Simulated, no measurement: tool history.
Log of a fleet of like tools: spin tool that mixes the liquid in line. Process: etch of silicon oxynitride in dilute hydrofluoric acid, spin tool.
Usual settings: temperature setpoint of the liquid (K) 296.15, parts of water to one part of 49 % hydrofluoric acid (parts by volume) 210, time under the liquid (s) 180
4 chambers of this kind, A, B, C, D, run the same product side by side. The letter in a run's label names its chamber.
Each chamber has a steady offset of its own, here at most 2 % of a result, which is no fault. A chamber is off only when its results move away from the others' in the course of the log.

run	hour	temperature setpoint of the liquid (K)	parts of water to one part of 49 % hydrofluoric acid (parts by volume)	time under the liquid (s)	hours since the thermometer was replaced	hours since the hydrofluoric acid flow meter was replaced	read-back film thickness of the silicon oxynitride reference wafer, read on the same gauge (nm)	thickness taken off the silicon oxynitride on a monitor wafer (nm)
1B	5.1	296.15	210	180	1042.7	99	130.03	1.2377
2C	13.7	296.15	210	180	2236.8	635.8	130.05	1.2406
3A	20.2	296.15	210	180	1693.9	761.1	129.99	1.2527
4D	31	296.15	210	180	753.3	293.9	130.01	1.2287
5B	37.2	296.15	210	180	1074.8	131.1	130.02	1.3007
6D	45.9	296.15	210	180	768.2	308.8	129.99	1.2984
7C	53	296.15	210	180	2276.1	675.1	130.05	1.2554
# hour 56.5: chamber B: thermometer replaced
8A	59.5	296.15	210	180	1733.2	800.4	129.98	1.2063
9B	69.8	296.15	210	255	13.3	163.7	130.04	1.7378
10A	75.1	296.15	210	255	1748.8	816	130.01	1.7122
11D	81.5	296.15	210	255	803.8	344.4	130	1.8858
12C	89.9	296.15	210	255	2313	712	129.98	1.7062
13C	96.4	296.15	210	180	2319.5	718.5	129.98	1.2177
# hour 98.1: chamber A: thermometer replaced
14D	105.3	296.15	210	100	827.6	368.2	130	0.71859
15A	113.1	296.15	210	100	15	854	129.99	0.69429
16B	122.7	296.15	210	100	66.2	216.6	129.96	0.70343
17C	133.8	296.15	210	100	2356.9	755.9	129.99	0.70009
18D	142.3	296.15	210	180	864.6	405.2	130.01	1.1978
19A	149.1	296.15	210	180	51	890	129.97	1.2514
20B	157.5	296.15	210	180	101	251.4	130.01	1.2743
21B	166.5	296.15	265	180	110	260.4	129.97	0.95509
22D	171.7	296.15	265	180	894	434.6	129.99	0.94696
23A	178.5	296.15	265	180	80.4	919.4	129.98	0.94429
24C	185	296.15	265	180	2408.1	807.1	129.99	0.94696
25D	190.6	296.15	210	180	912.9	453.5	130.02	1.3056
26C	201.3	296.15	210	180	2424.4	823.4	130.01	1.2822
27B	211.9	296.15	210	180	155.4	305.8	130.02	1.2574
28A	218.4	296.15	210	180	120.3	959.3	130.02	1.2318
29D	225.1	296.15	210	180	947.4	488	130	1.2103
30C	235.2	296.15	210	180	2458.3	857.3	130	1.2481
31A	243	296.15	210	180	144.9	983.9	129.95	1.2205
32B	248.4	296.15	210	180	191.9	342.3	130	1.2475
33A	256.6	296.15	210	230	158.5	997.5	129.98	1.5582
34D	262.1	296.15	210	230	984.4	525	129.99	1.6042
35C	268.4	296.15	210	230	2491.5	890.5	130.02	1.57
# hour 270.7: chamber C: thermometer replaced
# hour 270.8: chamber A: hydrofluoric acid flow meter replaced
36B	279.3	296.15	210	230	222.8	373.2	129.98	1.6454
37A	289	296.15	210	180	190.9	18.3	129.99	1.2569
38C	298.7	296.15	210	180	28	920.8	129.97	1.226
39D	307.4	296.15	210	180	1029.7	570.3	129.98	1.2881
40B	314.9	299.15	210	180	258.4	408.8	129.96	1.4676
41A	321.4	299.15	210	180	223.3	50.7	130.03	1.4026
42B	328.3	299.15	210	180	271.8	422.2	130.03	1.4147
43C	337.6	299.15	210	180	66.9	959.7	129.99	1.4398
44D	347.9	296.15	210	180	1070.2	610.8	130	1.2811

Is one chamber off against the others, does the gauge drift, or is nothing wrong? If a chamber is off, say which, and what the likeliest cause is.

No chamber stands off beyond its own small offset, and the gauge holds steady.
